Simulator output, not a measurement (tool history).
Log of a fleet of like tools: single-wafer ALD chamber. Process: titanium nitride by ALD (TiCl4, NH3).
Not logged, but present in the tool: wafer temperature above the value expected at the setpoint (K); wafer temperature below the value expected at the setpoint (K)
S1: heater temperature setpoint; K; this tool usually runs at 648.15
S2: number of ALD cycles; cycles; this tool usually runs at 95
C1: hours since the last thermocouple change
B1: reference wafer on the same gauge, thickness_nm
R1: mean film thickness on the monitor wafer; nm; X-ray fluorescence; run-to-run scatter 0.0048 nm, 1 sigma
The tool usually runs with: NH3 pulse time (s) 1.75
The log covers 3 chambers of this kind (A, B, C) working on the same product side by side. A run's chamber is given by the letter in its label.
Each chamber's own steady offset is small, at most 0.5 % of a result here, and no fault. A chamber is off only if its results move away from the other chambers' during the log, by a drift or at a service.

{"run": "1C", "hour": 8.6, "S1": 648.15, "S2": 95, "NH3 pulse time (s)": 1.75, "C1": 1131.0, "B1": 2.3692, "R1": 2.0298}
{"run": "2A", "hour": 15.6, "S1": 648.15, "S2": 95, "NH3 pulse time (s)": 1.75, "C1": 970.1, "B1": 2.3709, "R1": 2.0332}
{"hour": 18.1, "done": "chamber B: thermocouple changed; heater temperature recalibrated"}
{"run": "3B", "hour": 23.3, "S1": 648.15, "S2": 95, "NH3 pulse time (s)": 1.75, "C1": 5.3, "B1": 2.3696, "R1": 2.0329}
{"run": "4A", "hour": 31.3, "S1": 648.15, "S2": 95, "NH3 pulse time (s)": 1.75, "C1": 985.8, "B1": 2.3689, "R1": 2.029}
{"run": "5B", "hour": 41.5, "S1": 648.15, "S2": 95, "NH3 pulse time (s)": 1.75, "C1": 23.5, "B1": 2.3699, "R1": 2.023}
{"run": "6C", "hour": 50.8, "S1": 648.15, "S2": 95, "NH3 pulse time (s)": 1.75, "C1": 1173.2, "B1": 2.369, "R1": 2.027}
{"run": "7B", "hour": 56.8, "S1": 648.15, "S2": 95, "NH3 pulse time (s)": 1.75, "C1": 38.8, "B1": 2.3696, "R1": 2.0235}
{"run": "8A", "hour": 67.5, "S1": 648.15, "S2": 95, "NH3 pulse time (s)": 1.75, "C1": 1022.0, "B1": 2.3701, "R1": 2.0263}
{"run": "9C", "hour": 77.6, "S1": 648.15, "S2": 95, "NH3 pulse time (s)": 1.75, "C1": 1200.0, "B1": 2.3686, "R1": 2.0297}
{"run": "10A", "hour": 86.5, "S1": 648.15, "S2": 95, "NH3 pulse time (s)": 1.75, "C1": 1041.0, "B1": 2.3704, "R1": 2.0252}
{"run": "11B", "hour": 96.3, "S1": 648.15, "S2": 95, "NH3 pulse time (s)": 1.75, "C1": 78.3, "B1": 2.37, "R1": 2.0193}
{"run": "12C", "hour": 101.5, "S1": 648.15, "S2": 108, "NH3 pulse time (s)": 2.35, "C1": 1223.9, "B1": 2.3696, "R1": 2.3547}
{"run": "13C", "hour": 107.4, "S1": 648.15, "S2": 108, "NH3 pulse time (s)": 2.35, "C1": 1229.8, "B1": 2.3708, "R1": 2.3475}
{"run": "14A", "hour": 114.2, "S1": 648.15, "S2": 108, "NH3 pulse time (s)": 2.35, "C1": 1068.7, "B1": 2.3692, "R1": 2.3459}
{"run": "15B", "hour": 123.4, "S1": 648.15, "S2": 95, "NH3 pulse time (s)": 1.75, "C1": 105.4, "B1": 2.3696, "R1": 2.0261}
{"run": "16A", "hour": 132.6, "S1": 648.15, "S2": 95, "NH3 pulse time (s)": 1.75, "C1": 1087.1, "B1": 2.3705, "R1": 2.0217}
{"run": "17C", "hour": 140.8, "S1": 648.15, "S2": 95, "NH3 pulse time (s)": 1.75, "C1": 1263.2, "B1": 2.3696, "R1": 2.0334}
{"run": "18B", "hour": 146.7, "S1": 648.15, "S2": 95, "NH3 pulse time (s)": 1.75, "C1": 128.7, "B1": 2.3702, "R1": 2.0144}
{"run": "19A", "hour": 155.7, "S1": 648.15, "S2": 95, "NH3 pulse time (s)": 1.75, "C1": 1110.2, "B1": 2.3702, "R1": 2.0182}
{"run": "20B", "hour": 162.4, "S1": 648.15, "S2": 95, "NH3 pulse time (s)": 1.75, "C1": 144.4, "B1": 2.3707, "R1": 2.0202}
{"run": "21C", "hour": 168.6, "S1": 639.15, "S2": 95, "NH3 pulse time (s)": 1.75, "C1": 1291.0, "B1": 2.3694, "R1": 1.989}
{"run": "22A", "hour": 178.3, "S1": 639.15, "S2": 95, "NH3 pulse time (s)": 1.75, "C1": 1132.8, "B1": 2.37, "R1": 1.986}
{"run": "23C", "hour": 187.2, "S1": 639.15, "S2": 95, "NH3 pulse time (s)": 1.75, "C1": 1309.6, "B1": 2.3711, "R1": 1.9922}
{"run": "24B", "hour": 195.6, "S1": 648.15, "S2": 95, "NH3 pulse time (s)": 1.75, "C1": 177.6, "B1": 2.3691, "R1": 2.0247}

For the next run the whole fleet of 3 chambers uses the same settings. Give each chamber's results:
{"run": "25A", "hour": 203.8, "S1": 634.15, "S2": 95, "NH3 pulse time (s)": 1.75, "R1": "?"}
{"run": "25B", "hour": 203.8, "S1": 634.15, "S2": 95, "NH3 pulse time (s)": 1.75, "R1": "?"}
{"run": "25C", "hour": 203.8, "S1": 634.15, "S2": 95, "NH3 pulse time (s)": 1.75, "R1": "?"}

run=25A R1=1.9736
run=25B R1=1.9652
run=25C R1=1.9750

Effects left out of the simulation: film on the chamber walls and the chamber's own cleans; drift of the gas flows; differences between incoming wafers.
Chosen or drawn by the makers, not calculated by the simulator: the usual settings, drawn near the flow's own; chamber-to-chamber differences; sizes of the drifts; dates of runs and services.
